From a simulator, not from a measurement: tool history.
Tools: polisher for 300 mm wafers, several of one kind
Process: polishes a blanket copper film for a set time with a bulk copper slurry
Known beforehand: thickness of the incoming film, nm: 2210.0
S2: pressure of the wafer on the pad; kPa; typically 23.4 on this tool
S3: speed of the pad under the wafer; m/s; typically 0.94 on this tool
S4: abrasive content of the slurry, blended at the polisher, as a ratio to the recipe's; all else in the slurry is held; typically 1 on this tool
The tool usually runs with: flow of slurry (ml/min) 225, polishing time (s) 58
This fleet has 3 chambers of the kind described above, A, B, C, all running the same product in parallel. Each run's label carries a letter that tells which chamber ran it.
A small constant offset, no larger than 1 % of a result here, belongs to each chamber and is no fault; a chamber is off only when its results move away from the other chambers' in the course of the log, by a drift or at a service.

{"hour": 1.6, "done": "chamber C: slurry blender recalibrated"}
{"hour": 4.1, "done": "chamber B: worn pad replaced by a new one"}
{"run": "1B", "hour": 6.2, "flow of slurry (ml/min)": 225, "S2": 23.4, "S3": 0.94, "S4": 1, "polishing time (s)": 58, "film removed (angstrom)": 7158.6}
{"run": "2A", "hour": 12.4, "flow of slurry (ml/min)": 225, "S2": 23.4, "S3": 0.94, "S4": 1, "polishing time (s)": 58, "film removed (angstrom)": 7216.1}
{"run": "3C", "hour": 22.4, "flow of slurry (ml/min)": 225, "S2": 23.4, "S3": 0.94, "S4": 1, "polishing time (s)": 58, "film removed (angstrom)": 7162.4}
{"run": "4C", "hour": 33.6, "flow of slurry (ml/min)": 225, "S2": 23.4, "S3": 0.94, "S4": 1, "polishing time (s)": 58, "film removed (angstrom)": 7032.3}
{"run": "5A", "hour": 44.8, "flow of slurry (ml/min)": 225, "S2": 23.4, "S3": 0.94, "S4": 1, "polishing time (s)": 58, "film removed (angstrom)": 7114.7}
{"hour": 51.3, "done": "chamber B: slurry blender recalibrated"}
{"run": "6B", "hour": 56.7, "flow of slurry (ml/min)": 225, "S2": 23.4, "S3": 0.94, "S4": 1, "polishing time (s)": 58, "film removed (angstrom)": 7058.6}
{"run": "7A", "hour": 64.0, "flow of slurry (ml/min)": 225, "S2": 23.4, "S3": 0.94, "S4": 1, "polishing time (s)": 58, "film removed (angstrom)": 7203}
{"hour": 69.7, "done": "chamber B: slurry nozzle cleaned"}
{"run": "8C", "hour": 76.4, "flow of slurry (ml/min)": 225, "S2": 23.4, "S3": 0.94, "S4": 1, "polishing time (s)": 58, "film removed (angstrom)": 7094.2}
{"run": "9B", "hour": 82.6, "flow of slurry (ml/min)": 225, "S2": 23.4, "S3": 0.94, "S4": 1, "polishing time (s)": 58, "film removed (angstrom)": 7176.3}
{"run": "10C", "hour": 90.7, "flow of slurry (ml/min)": 225, "S2": 23.4, "S3": 0.94, "S4": 1, "polishing time (s)": 58, "film removed (angstrom)": 7217.4}
{"run": "11A", "hour": 96.5, "flow of slurry (ml/min)": 225, "S2": 23.4, "S3": 0.94, "S4": 1, "polishing time (s)": 58, "film removed (angstrom)": 7179.3}
{"run": "12B", "hour": 107.2, "flow of slurry (ml/min)": 225, "S2": 23.4, "S3": 0.94, "S4": 1, "polishing time (s)": 58, "film removed (angstrom)": 7092.2}
{"hour": 116.9, "done": "chamber A: slurry nozzle cleaned"}
{"run": "13A", "hour": 117.1, "flow of slurry (ml/min)": 225, "S2": 23.4, "S3": 0.94, "S4": 1, "polishing time (s)": 58, "film removed (angstrom)": 7140.9}
{"run": "14B", "hour": 123.1, "flow of slurry (ml/min)": 225, "S2": 23.4, "S3": 0.94, "S4": 1, "polishing time (s)": 58, "film removed (angstrom)": 7074.7}
{"hour": 124.2, "done": "chamber C: worn pad replaced by a new one"}
{"hour": 129.2, "done": "chamber B: worn pad replaced by a new one"}
{"run": "15C", "hour": 131.8, "flow of slurry (ml/min)": 225, "S2": 23.4, "S3": 0.94, "S4": 1, "polishing time (s)": 58, "film removed (angstrom)": 7045.7}
{"run": "16A", "hour": 138.0, "flow of slurry (ml/min)": 225, "S2": 23.4, "S3": 0.94, "S4": 1, "polishing time (s)": 58, "film removed (angstrom)": 7032.4}
{"hour": 139.8, "done": "chamber C: slurry nozzle cleaned"}
{"run": "17B", "hour": 147.4, "flow of slurry (ml/min)": 225, "S2": 23.4, "S3": 0.94, "S4": 1, "polishing time (s)": 58, "film removed (angstrom)": 7240}
{"run": "18C", "hour": 159.3, "flow of slurry (ml/min)": 225, "S2": 23.4, "S3": 1.22, "S4": 1, "polishing time (s)": 58, "film removed (angstrom)": 9396.8}
{"run": "19A", "hour": 165.8, "flow of slurry (ml/min)": 225, "S2": 23.4, "S3": 1.22, "S4": 1, "polishing time (s)": 58, "film removed (angstrom)": 9077.7}
{"run": "20C", "hour": 173.2, "flow of slurry (ml/min)": 225, "S2": 23.4, "S3": 1.22, "S4": 1, "polishing time (s)": 58, "film removed (angstrom)": 9303.4}
{"hour": 179.4, "done": "chamber A: worn pad replaced by a new one"}
{"run": "21B", "hour": 184.8, "flow of slurry (ml/min)": 225, "S2": 23.4, "S3": 0.94, "S4": 1, "polishing time (s)": 58, "film removed (angstrom)": 7155.8}
{"run": "22A", "hour": 194.6, "flow of slurry (ml/min)": 225, "S2": 23.4, "S3": 0.94, "S4": 1, "polishing time (s)": 58, "film removed (angstrom)": 7005.4}
{"run": "23B", "hour": 206.1, "flow of slurry (ml/min)": 225, "S2": 23.4, "S3": 0.94, "S4": 1, "polishing time (s)": 58, "film removed (angstrom)": 7167.2}
{"run": "24C", "hour": 215.9, "flow of slurry (ml/min)": 225, "S2": 23.4, "S3": 0.94, "S4": 1.15, "polishing time (s)": 58, "film removed (angstrom)": 7270.6}
{"run": "25A", "hour": 225.2, "flow of slurry (ml/min)": 225, "S2": 23.4, "S3": 0.94, "S4": 1.15, "polishing time (s)": 58, "film removed (angstrom)": 7068}
{"run": "26C", "hour": 233.3, "flow of slurry (ml/min)": 225, "S2": 23.4, "S3": 0.94, "S4": 1.15, "polishing time (s)": 58, "film removed (angstrom)": 7593.6}
{"run": "27B", "hour": 243.4, "flow of slurry (ml/min)": 225, "S2": 23.4, "S3": 0.94, "S4": 0.9, "polishing time (s)": 69, "film removed (angstrom)": 8344.5}
{"run": "28A", "hour": 253.1, "flow of slurry (ml/min)": 225, "S2": 23.4, "S3": 0.94, "S4": 0.9, "polishing time (s)": 69, "film removed (angstrom)": 7942.4}
{"run": "29B", "hour": 260.4, "flow of slurry (ml/min)": 225, "S2": 23.4, "S3": 0.94, "S4": 0.9, "polishing time (s)": 69, "film removed (angstrom)": 8227.6}
{"hour": 262.0, "done": "chamber B: worn pad replaced by a new one"}
{"hour": 265.9, "done": "chamber B: slurry blender recalibrated"}
{"run": "30C", "hour": 268.0, "flow of slurry (ml/min)": 225, "S2": 23.4, "S3": 0.94, "S4": 1, "polishing time (s)": 58, "film removed (angstrom)": 7220.7}
{"run": "31C", "hour": 274.8, "flow of slurry (ml/min)": 225, "S2": 23.4, "S3": 0.94, "S4": 1, "polishing time (s)": 58, "film removed (angstrom)": 7228.5}
{"run": "32A", "hour": 283.1, "flow of slurry (ml/min)": 225, "S2": 23.4, "S3": 0.94, "S4": 1, "polishing time (s)": 58, "film removed (angstrom)": 6843.7}
{"run": "33B", "hour": 294.5, "flow of slurry (ml/min)": 225, "S2": 23.4, "S3": 0.94, "S4": 1, "polishing time (s)": 58, "film removed (angstrom)": 7137.3}
{"run": "34B", "hour": 305.1, "flow of slurry (ml/min)": 225, "S2": 23.4, "S3": 0.94, "S4": 1, "polishing time (s)": 58, "film removed (angstrom)": 7206.1}
{"run": "35A", "hour": 314.7, "flow of slurry (ml/min)": 225, "S2": 23.4, "S3": 0.94, "S4": 1, "polishing time (s)": 58, "film removed (angstrom)": 6715.6}
{"run": "36C", "hour": 320.9, "flow of slurry (ml/min)": 225, "S2": 23.4, "S3": 0.94, "S4": 1, "polishing time (s)": 58, "film removed (angstrom)": 7203.4}
{"hour": 323.1, "done": "chamber C: slurry blender recalibrated"}
{"run": "37B", "hour": 331.7, "flow of slurry (ml/min)": 225, "S2": 23.4, "S3": 0.94, "S4": 1, "polishing time (s)": 58, "film removed (angstrom)": 7199.1}
{"run": "38A", "hour": 338.8, "flow of slurry (ml/min)": 185, "S2": 23.4, "S3": 0.82, "S4": 1, "polishing time (s)": 58, "film removed (angstrom)": 5701.8}
{"run": "39C", "hour": 347.3, "flow of slurry (ml/min)": 185, "S2": 23.4, "S3": 0.82, "S4": 1, "polishing time (s)": 58, "film removed (angstrom)": 6145.4}
{"hour": 353.1, "done": "chamber C: worn pad replaced by a new one"}
{"run": "40C", "hour": 357.4, "flow of slurry (ml/min)": 185, "S2": 23.4, "S3": 0.82, "S4": 1, "polishing time (s)": 58, "film removed (angstrom)": 6073.1}
{"run": "41B", "hour": 367.8, "flow of slurry (ml/min)": 225, "S2": 23.4, "S3": 0.94, "S4": 1, "polishing time (s)": 58, "film removed (angstrom)": 7008.8}

Is one chamber out of step, is the gauge drifting, or do the chambers differ by no more than their own small offsets? For an off chamber, give its letter and the likeliest cause.

Chamber A drifts away from the others.
Cause: abrasive missing from the slurry, % = 29.
From this log alone, it may not be told apart from: head's pressure below its setpoint, %.

Here are 4 candidates for chamber A's next run, each the usual settings with a change, their results left as question marks. Which one brings its results back in line with what the others give on the usual settings?
In-line tolerance around the mean of the other chambers on the usual settings: film removed (angstrom) 260
{"run": "42A-1", "hour": 376.7, "flow of slurry (ml/min)": 225, "S2": 23.4, "S3": 1, "S4": 1, "polishing time (s)": 58, "film removed (angstrom)": "?"}
{"run": "42A-2", "hour": 376.7, "flow of slurry (ml/min)": 225, "S2": 22.1, "S3": 0.94, "S4": 1, "polishing time (s)": 54, "film removed (angstrom)": "?"}
{"run": "42A-3", "hour": 376.7, "flow of slurry (ml/min)": 225, "S2": 25.5, "S3": 0.94, "S4": 1, "polishing time (s)": 62, "film removed (angstrom)": "?"}
{"run": "42A-4", "hour": 376.7, "flow of slurry (ml/min)": 225, "S2": 22.8, "S3": 0.92, "S4": 1, "polishing time (s)": 57, "film removed (angstrom)": "?"}

Average result of the remaining chambers running the usual settings: film removed (angstrom) 7147.8
run=42A-1 film_removed_(angstrom)=7050
run=42A-2 film_removed_(angstrom)=5804.9
run=42A-3 film_removed_(angstrom)=7696.8
run=42A-4 film_removed_(angstrom)=6180.7
42A-1 is the one that brings the chamber's results back in line with the other chambers.
